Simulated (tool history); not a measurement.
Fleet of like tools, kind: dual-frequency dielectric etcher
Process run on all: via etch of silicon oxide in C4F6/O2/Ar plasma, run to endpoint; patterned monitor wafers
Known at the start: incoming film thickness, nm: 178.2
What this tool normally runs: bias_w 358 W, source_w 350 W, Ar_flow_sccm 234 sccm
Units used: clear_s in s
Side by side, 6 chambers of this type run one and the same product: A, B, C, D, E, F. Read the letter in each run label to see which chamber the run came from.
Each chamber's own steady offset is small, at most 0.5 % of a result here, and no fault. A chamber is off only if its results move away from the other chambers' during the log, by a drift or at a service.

run   hour  bias_w  source_w  Ar_flow_sccm  clear_s
 1D    9.3     358       350           234   45.105
      18.8  -- chamber F: wet clean of the chamber
 2E   18.9     358       350           234   45.060
 3C   25.3     358       350           234   45.532
 4F   33.8     358       350           234   44.921
 5B   44.6     358       350           234   44.984
 6A   51.7     358       350           234   45.486
 7D   61.5     358       410           234   42.626
 8F   71.6     358       410           234   42.678
 9C   84.1     358       410           234   42.987
10A   92.1     358       410           234   42.556
11B  101.2     358       410           234   42.239
12E  107.5     358       410           234   43.028
     110.7  -- chamber D: Ar flow controller replaced
     113.5  -- chamber F: Ar flow controller replaced
13B  115.5     358       350           234   45.183
14D  124.1     358       350           234   45.047
15A  136.7     358       430           208   41.456
16C  144.6     358       430           208   42.065
17F  155.9     358       430           208   41.664
18E  163.1     358       430           208   41.433
     167.8  -- chamber E: wet clean of the chamber
19A  171.4     358       430           208   41.225
20B  184.3     358       430           208   40.913
21F  191.4     358       350           234   45.833
     198.9  -- chamber F: source power generator calibrated
22E  199.9     358       350           234   45.424
23C  209.8     358       350           234   46.187
24D  221.6     358       350           234   45.185
25F  232.3     358       350           234   45.624
     241.6  -- chamber B: wet clean of the chamber
26D  243.9     358       350           234   45.149
27A  250.9     358       350           234   45.096
28E  260.3     321       310           234   49.425
     272.6  -- chamber D: wet clean of the chamber
29B  273.3     321       310           234   49.733
30C  283.9     321       310           234   50.778
     295.7  -- chamber D: source power generator calibrated
31D  297.0     321       310           234   49.617
32C  305.7     321       310           234   51.430
33A  314.6     321       310           234   48.931
34F  323.4     358       350           234   45.354
35E  334.8     358       350           234   45.499
36B  341.3     358       350           234   45.036
37D  349.2     318       270           234   52.350
     353.1  -- chamber A: wet clean of the chamber
38A  358.6     318       270           234   51.501
39E  365.3     318       270           234   52.623
40B  372.4     318       270           234   52.668
41F  382.2     318       270           234   52.123
     386.6  -- chamber C: Ar flow controller replaced
42C  390.0     318       270           234   54.346
43F  398.6     393       420           234   41.047
44A  410.4     393       420           234   40.906

Predict what each chamber gives when all 6 of them run the settings below next.
45A  420.2     358       350           260        ?
45B  420.2     358       350           260        ?
45C  420.2     358       350           260        ?
45D  420.2     358       350           260        ?
45E  420.2     358       350           260        ?
45F  420.2     358       350           260        ?

run  clear_s
45A   46.067
45B   45.506
45C   48.086
45D   45.338
45E   46.298
45F   45.818
